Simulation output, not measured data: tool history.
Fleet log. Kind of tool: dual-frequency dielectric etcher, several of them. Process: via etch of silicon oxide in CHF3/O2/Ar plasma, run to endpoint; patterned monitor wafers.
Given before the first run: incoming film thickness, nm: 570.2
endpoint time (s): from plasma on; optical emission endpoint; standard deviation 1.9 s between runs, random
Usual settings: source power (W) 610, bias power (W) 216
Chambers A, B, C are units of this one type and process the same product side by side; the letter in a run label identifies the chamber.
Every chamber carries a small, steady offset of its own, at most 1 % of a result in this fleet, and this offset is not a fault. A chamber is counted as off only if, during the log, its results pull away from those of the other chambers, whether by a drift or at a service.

run	hour	source power (W)	bias power (W)	hours since the last wet clean	hours since the last source power generator calibration	hours since the last bias power generator calibration	endpoint time (s)
1B	13.4	610	216	498.4	2188.1	2785.2	266.16
2C	24.5	610	216	137.4	2265.6	3722.6	263.89
3A	33.6	610	216	246.8	114.1	4328.3	269.61
# hour 35.1: chamber B: wet clean of the chamber
4B	42.0	610	216	7.0	2216.7	2813.8	266.24
5C	49.2	610	216	162.1	2290.3	3747.3	267.03
# hour 49.5: chamber B: bias power generator calibrated
6A	56.9	610	216	270.1	137.4	4351.6	269.71
7B	66.3	610	216	31.3	2241.0	16.9	266.12
8C	73.8	610	216	186.7	2314.9	3771.9	265.18
9A	83.3	610	216	296.5	163.8	4378.0	267.23
10C	91.8	610	216	204.7	2332.9	3789.9	267.07
11A	100.5	610	216	313.7	181.0	4395.2	269.70
12B	111.7	610	216	76.7	2286.4	62.3	266.64
13A	118.8	610	216	332.0	199.3	4413.5	268.39
14B	132.9	530	262	97.9	2307.6	83.5	261.97
15C	147.0	530	262	259.9	2388.1	3845.1	266.18
16C	157.9	530	262	270.8	2399.0	3856.0	264.06
17B	171.0	700	257	136.0	2345.7	121.6	238.26
18A	182.5	700	257	395.7	263.0	4477.2	241.86
# hour 194.0: chamber A: wet clean of the chamber
19C	197.5	700	257	310.4	2438.6	3895.6	236.60
20B	208.3	610	216	173.3	2383.0	158.9	268.63
21A	222.6	610	216	28.6	303.1	4517.3	269.90
22B	232.6	610	216	197.6	2407.3	183.2	264.75
23A	241.4	610	216	47.4	321.9	4536.1	269.04

Decide between three cases: one chamber stands off from its peers, the gauge reading all wafers drifts, or nothing is wrong past each chamber's small offset. Where a chamber is off, say which and what most likely put it there.

No chamber stands off beyond its own small offset, and the gauge holds steady.
